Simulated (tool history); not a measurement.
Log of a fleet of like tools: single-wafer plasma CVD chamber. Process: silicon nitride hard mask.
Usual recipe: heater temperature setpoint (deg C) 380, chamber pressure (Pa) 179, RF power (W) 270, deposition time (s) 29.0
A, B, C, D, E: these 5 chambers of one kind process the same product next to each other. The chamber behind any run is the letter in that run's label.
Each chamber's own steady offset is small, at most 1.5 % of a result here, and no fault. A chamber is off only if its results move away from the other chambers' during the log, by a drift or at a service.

run,hour,heater temperature setpoint (deg C),chamber pressure (Pa),RF power (W),deposition time (s),"read-back reference wafer on the same gauge, thickness_nm",mean film thickness on the monitor wafer (angstrom)
1C,4.2,380,179,270,29.0,26.999,300.68
2A,9.0,380,179,270,29.0,27.009,299.71
3E,13.9,380,179,270,29.0,27.015,297.68
4D,18.1,380,179,270,29.0,27.008,297.15
5B,23.6,380,179,270,29.0,27.022,300.09
6A,29.2,380,179,270,29.0,27.026,299.40
7E,31.9,380,179,270,29.0,27.026,297.86
8D,34.8,380,179,270,25.3,27.029,259.03
9B,38.8,380,179,270,25.3,27.033,261.98
10C,44.8,380,179,270,25.3,27.035,262.39
11B,48.6,380,179,270,25.3,27.047,262.28
12E,53.8,380,179,270,25.3,27.049,260.18
13A,56.8,380,179,270,29.0,27.052,299.92
14D,61.8,380,179,270,29.0,27.046,298.05
15C,67.5,380,179,240,29.0,27.062,276.97
16D,70.2,380,179,240,29.0,27.056,274.07
17A,74.3,380,179,240,29.0,27.058,276.78
18C,79.1,380,179,240,29.0,27.062,277.73
19B,82.8,380,179,240,29.0,27.070,276.44
20E,85.8,380,179,270,29.0,27.071,299.13
21E,91.7,380,179,270,29.0,27.075,298.61
22B,94.7,380,179,270,29.0,27.088,300.98
23C,97.8,380,179,270,29.0,27.080,301.90
24A,102.6,380,208,235,29.0,27.085,285.69
25D,105.6,380,208,235,29.0,27.088,282.62
26B,109.2,380,208,235,29.0,27.088,285.77
27D,112.5,380,208,235,29.0,27.100,281.95
28A,116.1,380,208,235,29.0,27.096,285.92
29E,119.6,380,179,270,29.0,27.094,298.84
30C,124.2,380,179,270,29.0,27.108,302.23
31C,127.0,380,179,270,29.0,27.114,302.50
32D,131.7,380,179,270,29.0,27.120,297.95
33B,135.1,380,179,270,29.0,27.117,301.43

Which is it: a chamber that has drifted or been left off by a service, a gauge drift common to all chambers, or only each chamber's usual small offset? If a chamber is off, name it and its likeliest cause.

No chamber is off; the gauge reading every chamber's wafers drifts, which makes the whole fleet appear to move together.
What lies behind it: gauge reads high (%) = 0.441.
